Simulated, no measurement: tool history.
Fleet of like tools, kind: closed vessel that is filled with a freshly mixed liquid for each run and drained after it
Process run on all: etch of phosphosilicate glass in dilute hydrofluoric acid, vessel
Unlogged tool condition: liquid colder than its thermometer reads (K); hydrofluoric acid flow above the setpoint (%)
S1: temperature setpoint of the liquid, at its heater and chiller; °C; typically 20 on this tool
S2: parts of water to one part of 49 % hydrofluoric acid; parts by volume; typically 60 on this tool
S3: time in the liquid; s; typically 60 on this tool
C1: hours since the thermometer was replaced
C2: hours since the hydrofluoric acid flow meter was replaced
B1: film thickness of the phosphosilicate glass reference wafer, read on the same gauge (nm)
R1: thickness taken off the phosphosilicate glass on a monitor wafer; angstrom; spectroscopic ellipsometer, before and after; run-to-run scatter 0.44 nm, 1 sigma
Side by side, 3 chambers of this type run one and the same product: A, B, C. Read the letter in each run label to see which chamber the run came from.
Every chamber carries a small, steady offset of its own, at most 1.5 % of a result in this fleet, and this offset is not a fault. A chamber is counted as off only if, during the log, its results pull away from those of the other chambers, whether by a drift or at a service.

run   hour    S1  S2  S3      C1      C2      B1      R1
 1A      5    20  60  60   383.9  1577.3  139.97  1105.1
 2B   11.9    20  60  60   509.2   976.2  139.99  1115.7
 3C   19.1    20  60  60   911.2   384.9  139.96  1094.1
 4B   23.7    20  60  60     521     988  140.01  1113.3
 5C   31.9    20  60  60     924   397.7  140.03  1091.2
 6A   36.7    20  60  60   415.6    1609  140.02  1093.9
 7A   41.1    20  80  80     420  1613.4  139.97  1070.2
 8B   49.3    20  80  80   546.6  1013.6  140.02  1088.5
 9C   53.9    20  80  80     946   419.7  139.99  1063.2
10A     58    20  60  60   436.9  1630.3  140.02  1099.4
11C   63.2    20  60  60   955.3     429  140.05  1092.1
12B   68.1    20  60  75   565.4  1032.4  139.96  1397.7
13B   74.5    20  60  75   571.8  1038.8  140.04  1400.1
14A   78.5    20  60  75   457.4  1650.8     140  1384.7
15C   83.6  17.5  60  60   975.7   449.4  139.98  982.55
16A   90.3  17.5  60  60   469.2  1662.6  140.04  998.17
17C     96  17.5  60  60   988.1   461.8  140.02   986.2
18B  101.4    20  60  35   598.7  1065.7  140.03  648.98
19A  108.5    20  60  35   487.4  1680.8  140.01  646.48
20B  112.4    20  60  35   609.7  1076.7  139.99   650.2
21C  118.1    20  60  60  1010.2   483.9  140.02  1091.4
22A  122.9    20  60  60   501.8  1695.2  140.03  1118.4
23B  130.6    20  60  60   627.9  1094.9  140.02  1116.7
24C  135.2    23  85  60  1027.3     501  139.97  842.06
25B  143.4    23  85  60   640.7  1107.7  139.98  860.19
26A  151.6    23  85  60   530.5  1723.9  140.01  872.61
27C  156.9    20  60  60    1049   522.7  140.02  1088.1
28A  162.9    20  60  60   541.8  1735.2  140.02  1133.4
29B    171    20  60  60   668.3  1135.3     140  1114.8
30C  176.6    20  60  60  1068.7   542.4  139.99  1093.2
31C  185.2    20  60  60  1077.3     551  139.98  1096.4
32B  190.7    20  60  60     688    1155     140  1111.4
33A    198    20  60  60   576.9  1770.3  140.04  1129.9
34C  206.5    20  60  60  1098.6   572.3  139.99  1099.2
35B  212.6    20  45  60   709.9  1176.9  139.97  1529.6

Predict what each chamber gives when all 3 of them run the settings below next.
36A   219  22  60  60               ?
36B   219  22  60  60               ?
36C   219  22  60  60               ?

run      R1
36A  1250.1
36B  1219.6
36C  1187.2
